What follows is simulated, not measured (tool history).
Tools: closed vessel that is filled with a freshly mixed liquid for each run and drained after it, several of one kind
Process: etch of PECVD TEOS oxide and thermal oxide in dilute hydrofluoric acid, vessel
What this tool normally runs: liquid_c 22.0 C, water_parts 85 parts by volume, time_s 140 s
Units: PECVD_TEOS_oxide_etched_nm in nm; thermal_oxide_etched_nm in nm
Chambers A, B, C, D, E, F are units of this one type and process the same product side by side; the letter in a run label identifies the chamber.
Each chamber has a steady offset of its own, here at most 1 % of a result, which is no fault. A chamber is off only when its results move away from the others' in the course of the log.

| run | day | liquid_c | water_parts | time_s | hours since the thermometer was replaced | hours since the hydrofluoric acid flow meter was replaced | read-back film thickness of the PECVD TEOS oxide reference wafer, read on the same gauge (nm) | read-back film thickness of the thermal oxide reference wafer, read on the same gauge (nm) | PECVD_TEOS_oxide_etched_nm | thermal_oxide_etched_nm |
|---|---|---|---|---|---|---|---|---|---|---|
|  | 0.058 | chamber F: thermometer replaced |
| 1D | 0.383 | 22.0 | 85 | 140 | 378.4 | 182.9 | 140.03 | 99.975 | 24.014 | 7.2693 |
| 2C | 0.754 | 22.0 | 85 | 140 | 1409.0 | 1778.9 | 140.04 | 100.030 | 24.034 | 7.3524 |
| 3E | 1.088 | 22.0 | 85 | 140 | 2119.5 | 728.1 | 139.99 | 99.984 | 24.178 | 7.5411 |
| 4B | 1.362 | 22.0 | 85 | 140 | 846.9 | 1197.9 | 140.02 | 100.010 | 24.162 | 7.3334 |
| 5A | 1.654 | 22.0 | 85 | 140 | 806.8 | 1368.0 | 140.00 | 99.979 | 24.284 | 7.4634 |
| 6F | 2.238 | 22.0 | 85 | 140 | 52.4 | 761.1 | 140.04 | 100.020 | 23.643 | 7.3940 |
| 7A | 2.679 | 22.0 | 85 | 140 | 831.4 | 1392.6 | 140.01 | 99.954 | 24.281 | 7.4040 |
| 8D | 3.012 | 22.0 | 85 | 140 | 441.5 | 246.0 | 140.01 | 99.996 | 23.861 | 7.3881 |
| 9E | 3.450 | 20.0 | 85 | 205 | 2176.2 | 784.8 | 139.98 | 100.010 | 32.323 | 10.0260 |
| 10B | 3.833 | 20.0 | 85 | 205 | 906.2 | 1257.2 | 140.00 | 100.020 | 32.699 | 9.7135 |
| 11F | 4.162 | 20.0 | 85 | 205 | 98.6 | 807.3 | 139.99 | 100.050 | 31.977 | 9.8275 |
| 12C | 4.621 | 20.0 | 85 | 205 | 1501.8 | 1871.7 | 139.98 | 99.976 | 32.238 | 9.9687 |
| 13F | 5.146 | 20.0 | 85 | 205 | 122.2 | 830.9 | 140.05 | 100.030 | 32.062 | 9.9181 |
| 14C | 5.683 | 20.0 | 85 | 205 | 1527.3 | 1897.2 | 139.99 | 99.967 | 32.398 | 10.0340 |
| 15A | 6.108 | 22.0 | 85 | 140 | 913.7 | 1474.9 | 140.02 | 100.040 | 24.220 | 7.3794 |
| 16D | 6.625 | 26.0 | 125 | 140 | 528.2 | 332.7 | 139.99 | 99.995 | 18.114 | 5.7364 |
| 17B | 6.942 | 26.0 | 125 | 140 | 980.8 | 1331.8 | 139.98 | 100.010 | 18.280 | 5.5270 |
| 18E | 7.525 | 26.0 | 125 | 140 | 2274.0 | 882.6 | 140.00 | 99.989 | 18.201 | 5.6179 |
| 19E | 8.092 | 26.0 | 125 | 140 | 2287.6 | 896.2 | 139.97 | 100.050 | 18.291 | 5.6000 |
| 20B | 8.492 | 26.0 | 125 | 140 | 1018.0 | 1369.0 | 140.03 | 99.982 | 18.263 | 5.5915 |
| 21C | 9.050 | 26.0 | 125 | 140 | 1608.1 | 1978.0 | 139.99 | 99.999 | 18.020 | 5.6560 |
| 22A | 9.342 | 24.5 | 85 | 140 | 991.3 | 1552.5 | 139.99 | 100.000 | 26.490 | 8.1895 |
| 23D | 9.612 | 24.5 | 85 | 140 | 599.9 | 404.4 | 140.02 | 99.997 | 26.322 | 8.1890 |
| 24F | 10.038 | 24.5 | 85 | 140 | 239.6 | 948.3 | 139.99 | 100.010 | 26.598 | 8.1869 |
| 25A | 10.454 | 24.5 | 85 | 140 | 1018.0 | 1579.2 | 139.99 | 99.993 | 26.788 | 8.0763 |
| 26E | 11.050 | 24.5 | 85 | 140 | 2358.6 | 967.2 | 139.98 | 99.960 | 26.635 | 8.2486 |
| 27C | 11.550 | 24.5 | 85 | 140 | 1668.1 | 2038.0 | 140.00 | 100.000 | 26.488 | 8.2703 |
| 28F | 12.029 | 22.0 | 85 | 140 | 287.4 | 996.1 | 139.97 | 99.970 | 23.853 | 7.4135 |
| 29B | 12.454 | 19.5 | 85 | 140 | 1113.1 | 1464.1 | 139.98 | 100.010 | 21.637 | 6.6108 |
| 30D | 12.804 | 19.5 | 85 | 140 | 676.5 | 481.0 | 140.01 | 100.010 | 21.487 | 6.7219 |
| 31C | 13.312 | 19.5 | 85 | 140 | 1710.4 | 2080.3 | 139.96 | 99.980 | 21.667 | 6.6745 |
| 32B | 13.792 | 19.5 | 85 | 140 | 1145.2 | 1496.2 | 139.97 | 99.951 | 21.811 | 6.6878 |
| 33A | 14.383 | 19.5 | 85 | 140 | 1112.3 | 1673.5 | 139.97 | 99.943 | 21.932 | 6.5864 |
| 34E | 14.788 | 19.5 | 85 | 140 | 2448.3 | 1056.9 | 140.01 | 100.010 | 21.551 | 6.6689 |
| 35D | 15.342 | 22.0 | 50 | 105 | 737.4 | 541.9 | 140.01 | 100.050 | 31.599 | 9.7487 |
| 36F | 15.854 | 22.0 | 50 | 105 | 379.2 | 1087.9 | 140.00 | 100.010 | 31.849 | 9.9772 |
| 37A | 16.129 | 22.0 | 50 | 105 | 1154.2 | 1715.4 | 139.99 | 100.000 | 32.581 | 10.0800 |
| 38E | 16.588 | 22.0 | 50 | 105 | 2491.5 | 1100.1 | 139.99 | 99.956 | 31.892 | 9.9031 |
| 39C | 16.979 | 22.0 | 50 | 105 | 1798.4 | 2168.3 | 139.99 | 100.020 | 32.059 | 9.9734 |
| 40D | 17.371 | 22.0 | 50 | 105 | 786.1 | 590.6 | 139.98 | 100.020 | 31.650 | 9.7583 |

All chambers now run identical settings, listed one chamber a line with results as question marks. What results will each chamber show?
| 41A | 17.800 | 22.0 | 85 | 140 |  |  |  |  | ? | ? |
| 41B | 17.800 | 22.0 | 85 | 140 |  |  |  |  | ? | ? |
| 41C | 17.800 | 22.0 | 85 | 140 |  |  |  |  | ? | ? |
| 41D | 17.800 | 22.0 | 85 | 140 |  |  |  |  | ? | ? |
| 41E | 17.800 | 22.0 | 85 | 140 |  |  |  |  | ? | ? |
| 41F | 17.800 | 22.0 | 85 | 140 |  |  |  |  | ? | ? |

| run | PECVD_TEOS_oxide_etched_nm | thermal_oxide_etched_nm |
|---|---|---|
| 41A | 24.172 | 7.4725 |
| 41B | 24.206 | 7.3521 |
| 41C | 24.109 | 7.2914 |
| 41D | 23.820 | 7.3789 |
| 41E | 23.980 | 7.5005 |
| 41F | 23.745 | 7.3397 |
